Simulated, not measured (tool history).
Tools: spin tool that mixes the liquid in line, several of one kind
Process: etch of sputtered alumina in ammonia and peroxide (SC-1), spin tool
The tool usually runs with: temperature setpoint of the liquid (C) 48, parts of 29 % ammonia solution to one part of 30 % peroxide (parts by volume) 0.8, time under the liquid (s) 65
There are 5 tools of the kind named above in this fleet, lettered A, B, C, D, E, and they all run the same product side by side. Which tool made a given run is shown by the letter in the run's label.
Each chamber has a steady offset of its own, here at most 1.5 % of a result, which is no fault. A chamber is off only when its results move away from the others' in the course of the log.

run,hour,temperature setpoint of the liquid (C),parts of 29 % ammonia solution to one part of 30 % peroxide (parts by volume),time under the liquid (s),"read-back film thickness of the sputtered alumina reference wafer, read on the same gauge (nm)",thickness taken off the sputtered alumina on a monitor wafer (nm)
1B,8.1,48,0.8,65,129.99,5.5526
2A,14.5,48,0.8,65,130,5.7081
3C,21.2,48,0.8,65,130.01,5.6124
4E,27.4,48,0.8,65,129.98,5.5513
5D,32.4,48,0.8,65,130,5.612
6A,37.8,48,0.8,65,129.98,5.76
7C,42.9,48,0.8,65,129.98,5.6163
8B,51.7,38.5,0.45,65,129.99,3.0192
9D,59.8,38.5,0.45,65,129.99,3.0815
10E,67.2,38.5,0.45,65,129.98,3.0916
11C,72.5,38.5,0.45,65,130.01,3.0722
12B,81.5,38.5,0.45,65,129.99,3.028
# hour 82: chamber D: thermometer replaced
13E,86.4,48,0.8,65,130.01,5.5753
# hour 91: chamber E: new drum of ammonia solution connected
14D,93.2,48,0.8,65,130.02,5.5619
15A,101.6,48,0.8,65,129.99,5.6878
16E,110.3,48,0.8,65,129.98,5.5666
17C,116.6,48,0.8,65,129.98,5.5566
18B,122.6,48,0.8,65,130.01,5.5691
19D,130.9,48,0.8,65,129.98,5.6411
20A,139,48,0.8,65,130.01,5.7732
21D,148.4,54.5,0.95,65,130.02,8.1797
22C,155.3,54.5,0.95,65,130.02,8.2611
23B,165.2,54.5,0.95,65,130,8.1249
24A,174,54.5,0.95,65,130.03,8.4324
25E,183.6,54.5,0.95,65,130,8.0579
26E,188.4,48,0.8,65,130,5.5727
# hour 190.8: chamber D: new drum of ammonia solution connected
27D,198.6,48,0.8,65,129.97,5.6308
28B,204.2,48,0.8,65,129.99,5.6505
# hour 207.7: chamber B: new drum of ammonia solution connected
29A,210.5,48,0.8,65,129.97,5.9389
30C,218,48,0.8,65,129.99,5.5805
31B,223.3,48,0.8,65,130,5.6116
# hour 225.9: chamber A: ammonia flow meter replaced
32E,231.2,48,0.8,65,130.01,5.5597
33A,236,48,0.8,65,129.97,5.8885
34D,242.6,48,0.8,65,129.98,5.6108
35C,252.5,48,0.8,65,129.99,5.6756

All chambers now run identical settings, listed one chamber a line with results as question marks. What results will each chamber show?
36A,260.2,53.5,0.8,65,,?
36B,260.2,53.5,0.8,65,,?
36C,260.2,53.5,0.8,65,,?
36D,260.2,53.5,0.8,65,,?
36E,260.2,53.5,0.8,65,,?

run,thickness taken off the sputtered alumina on a monitor wafer (nm)
36A,8.0572
36B,7.5626
36C,7.6485
36D,7.6528
36E,7.5798
